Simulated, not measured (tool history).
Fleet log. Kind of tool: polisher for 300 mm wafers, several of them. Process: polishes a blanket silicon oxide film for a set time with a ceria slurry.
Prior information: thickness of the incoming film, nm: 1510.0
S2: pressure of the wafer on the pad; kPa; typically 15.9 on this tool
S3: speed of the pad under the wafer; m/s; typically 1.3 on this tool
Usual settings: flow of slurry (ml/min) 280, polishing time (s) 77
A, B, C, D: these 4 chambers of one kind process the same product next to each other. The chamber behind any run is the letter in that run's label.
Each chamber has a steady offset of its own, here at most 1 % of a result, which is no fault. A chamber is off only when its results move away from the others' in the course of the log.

{"run": "1C", "hour": 9.0, "flow of slurry (ml/min)": 280, "S2": 15.9, "S3": 1.3, "polishing time (s)": 77, "film removed (Å)": 2742.2}
{"hour": 10.5, "done": "chamber B: worn pad replaced by a new one"}
{"run": "2D", "hour": 17.9, "flow of slurry (ml/min)": 280, "S2": 15.9, "S3": 1.3, "polishing time (s)": 77, "film removed (Å)": 2765.8}
{"run": "3A", "hour": 26.7, "flow of slurry (ml/min)": 280, "S2": 15.9, "S3": 1.3, "polishing time (s)": 77, "film removed (Å)": 2807.1}
{"hour": 31.5, "done": "chamber A: worn pad replaced by a new one"}
{"hour": 38.7, "done": "chamber C: worn pad replaced by a new one"}
{"run": "4B", "hour": 40.2, "flow of slurry (ml/min)": 280, "S2": 15.9, "S3": 1.3, "polishing time (s)": 77, "film removed (Å)": 2759.5}
{"run": "5B", "hour": 49.0, "flow of slurry (ml/min)": 280, "S2": 15.9, "S3": 1.3, "polishing time (s)": 77, "film removed (Å)": 2761.3}
{"run": "6A", "hour": 59.0, "flow of slurry (ml/min)": 280, "S2": 15.9, "S3": 1.3, "polishing time (s)": 77, "film removed (Å)": 2812.8}
{"hour": 61.7, "done": "chamber D: worn pad replaced by a new one"}
{"run": "7D", "hour": 72.5, "flow of slurry (ml/min)": 280, "S2": 15.9, "S3": 1.3, "polishing time (s)": 77, "film removed (Å)": 2753.3}
{"run": "8C", "hour": 86.5, "flow of slurry (ml/min)": 280, "S2": 15.9, "S3": 1.3, "polishing time (s)": 77, "film removed (Å)": 2739.9}
{"run": "9C", "hour": 93.5, "flow of slurry (ml/min)": 280, "S2": 15.9, "S3": 1.3, "polishing time (s)": 77, "film removed (Å)": 2724.4}
{"hour": 94.6, "done": "chamber A: head pressure recalibrated"}
{"hour": 97.4, "done": "chamber B: worn pad replaced by a new one"}
{"run": "10B", "hour": 100.3, "flow of slurry (ml/min)": 280, "S2": 15.9, "S3": 1.3, "polishing time (s)": 77, "film removed (Å)": 2758.7}
{"hour": 106.7, "done": "chamber C: worn pad replaced by a new one"}
{"hour": 106.9, "done": "chamber A: worn pad replaced by a new one"}
{"run": "11D", "hour": 109.3, "flow of slurry (ml/min)": 280, "S2": 15.9, "S3": 1.3, "polishing time (s)": 77, "film removed (Å)": 2767.9}
{"run": "12A", "hour": 120.2, "flow of slurry (ml/min)": 280, "S2": 15.9, "S3": 1.3, "polishing time (s)": 77, "film removed (Å)": 2756.7}
{"run": "13A", "hour": 131.6, "flow of slurry (ml/min)": 280, "S2": 15.9, "S3": 1.3, "polishing time (s)": 77, "film removed (Å)": 2750.2}
{"hour": 144.2, "done": "chamber D: worn pad replaced by a new one"}
{"run": "14C", "hour": 145.1, "flow of slurry (ml/min)": 280, "S2": 15.9, "S3": 1.3, "polishing time (s)": 77, "film removed (Å)": 2715.5}
{"run": "15B", "hour": 153.2, "flow of slurry (ml/min)": 280, "S2": 15.9, "S3": 1.3, "polishing time (s)": 77, "film removed (Å)": 2797.7}
{"run": "16D", "hour": 160.7, "flow of slurry (ml/min)": 280, "S2": 15.9, "S3": 1.3, "polishing time (s)": 77, "film removed (Å)": 2764.1}
{"run": "17C", "hour": 167.1, "flow of slurry (ml/min)": 280, "S2": 15.9, "S3": 1.3, "polishing time (s)": 77, "film removed (Å)": 2748.3}
{"run": "18B", "hour": 180.9, "flow of slurry (ml/min)": 280, "S2": 15.9, "S3": 1.3, "polishing time (s)": 77, "film removed (Å)": 2731.6}
{"hour": 187.4, "done": "chamber C: worn pad replaced by a new one"}
{"hour": 191.6, "done": "chamber A: worn pad replaced by a new one"}
{"hour": 192.5, "done": "chamber B: worn pad replaced by a new one"}
{"run": "19A", "hour": 194.8, "flow of slurry (ml/min)": 280, "S2": 15.9, "S3": 1.3, "polishing time (s)": 77, "film removed (Å)": 2762.4}
{"run": "20D", "hour": 209.0, "flow of slurry (ml/min)": 280, "S2": 15.9, "S3": 1.3, "polishing time (s)": 77, "film removed (Å)": 2790.5}
{"hour": 211.9, "done": "chamber D: worn pad replaced by a new one"}
{"run": "21A", "hour": 216.8, "flow of slurry (ml/min)": 280, "S2": 15.9, "S3": 1.3, "polishing time (s)": 77, "film removed (Å)": 2706.4}
{"run": "22D", "hour": 224.2, "flow of slurry (ml/min)": 280, "S2": 15.9, "S3": 1.3, "polishing time (s)": 89, "film removed (Å)": 3216}
{"hour": 227.7, "done": "chamber C: slurry nozzle cleaned"}
{"run": "23C", "hour": 234.8, "flow of slurry (ml/min)": 280, "S2": 15.9, "S3": 1.3, "polishing time (s)": 89, "film removed (Å)": 3190.6}
{"run": "24B", "hour": 242.7, "flow of slurry (ml/min)": 280, "S2": 15.9, "S3": 1.3, "polishing time (s)": 89, "film removed (Å)": 3204.3}
{"hour": 243.0, "done": "chamber B: head pressure recalibrated"}
{"run": "25D", "hour": 249.4, "flow of slurry (ml/min)": 280, "S2": 15.9, "S3": 1.3, "polishing time (s)": 89, "film removed (Å)": 3211}
{"hour": 253.1, "done": "chamber C: worn pad replaced by a new one"}
{"run": "26A", "hour": 261.0, "flow of slurry (ml/min)": 280, "S2": 15.9, "S3": 1.3, "polishing time (s)": 77, "film removed (Å)": 2766.7}
{"run": "27B", "hour": 268.3, "flow of slurry (ml/min)": 280, "S2": 15.9, "S3": 1.3, "polishing time (s)": 77, "film removed (Å)": 2785.8}
{"hour": 271.5, "done": "chamber A: worn pad replaced by a new one"}
{"run": "28C", "hour": 281.5, "flow of slurry (ml/min)": 280, "S2": 15.9, "S3": 1.3, "polishing time (s)": 77, "film removed (Å)": 2769.9}
{"hour": 282.9, "done": "chamber B: worn pad replaced by a new one"}
{"hour": 288.1, "done": "chamber D: worn pad replaced by a new one"}
{"run": "29C", "hour": 295.1, "flow of slurry (ml/min)": 280, "S2": 19.3, "S3": 1.3, "polishing time (s)": 94, "film removed (Å)": 4143.9}
{"run": "30B", "hour": 309.4, "flow of slurry (ml/min)": 280, "S2": 19.3, "S3": 1.3, "polishing time (s)": 94, "film removed (Å)": 4097.1}
{"hour": 316.4, "done": "chamber B: slurry nozzle cleaned"}
{"run": "31D", "hour": 316.4, "flow of slurry (ml/min)": 280, "S2": 19.3, "S3": 1.3, "polishing time (s)": 94, "film removed (Å)": 4089}
{"run": "32A", "hour": 327.9, "flow of slurry (ml/min)": 280, "S2": 19.3, "S3": 1.3, "polishing time (s)": 94, "film removed (Å)": 4103}
{"run": "33A", "hour": 335.1, "flow of slurry (ml/min)": 280, "S2": 15.9, "S3": 1.3, "polishing time (s)": 77, "film removed (Å)": 2807.2}
{"run": "34D", "hour": 348.5, "flow of slurry (ml/min)": 280, "S2": 15.9, "S3": 1.3, "polishing time (s)": 77, "film removed (Å)": 2789.1}
{"hour": 358.5, "done": "chamber B: worn pad replaced by a new one"}
{"run": "35B", "hour": 361.1, "flow of slurry (ml/min)": 280, "S2": 15.9, "S3": 1.3, "polishing time (s)": 77, "film removed (Å)": 2725.8}

Decide between three cases: one chamber stands off from its peers, the gauge reading all wafers drifts, or nothing is wrong past each chamber's small offset. Where a chamber is off, say which and what most likely put it there.

Neither any chamber nor the gauge drifts; the chambers differ only by their own small, steady offsets.
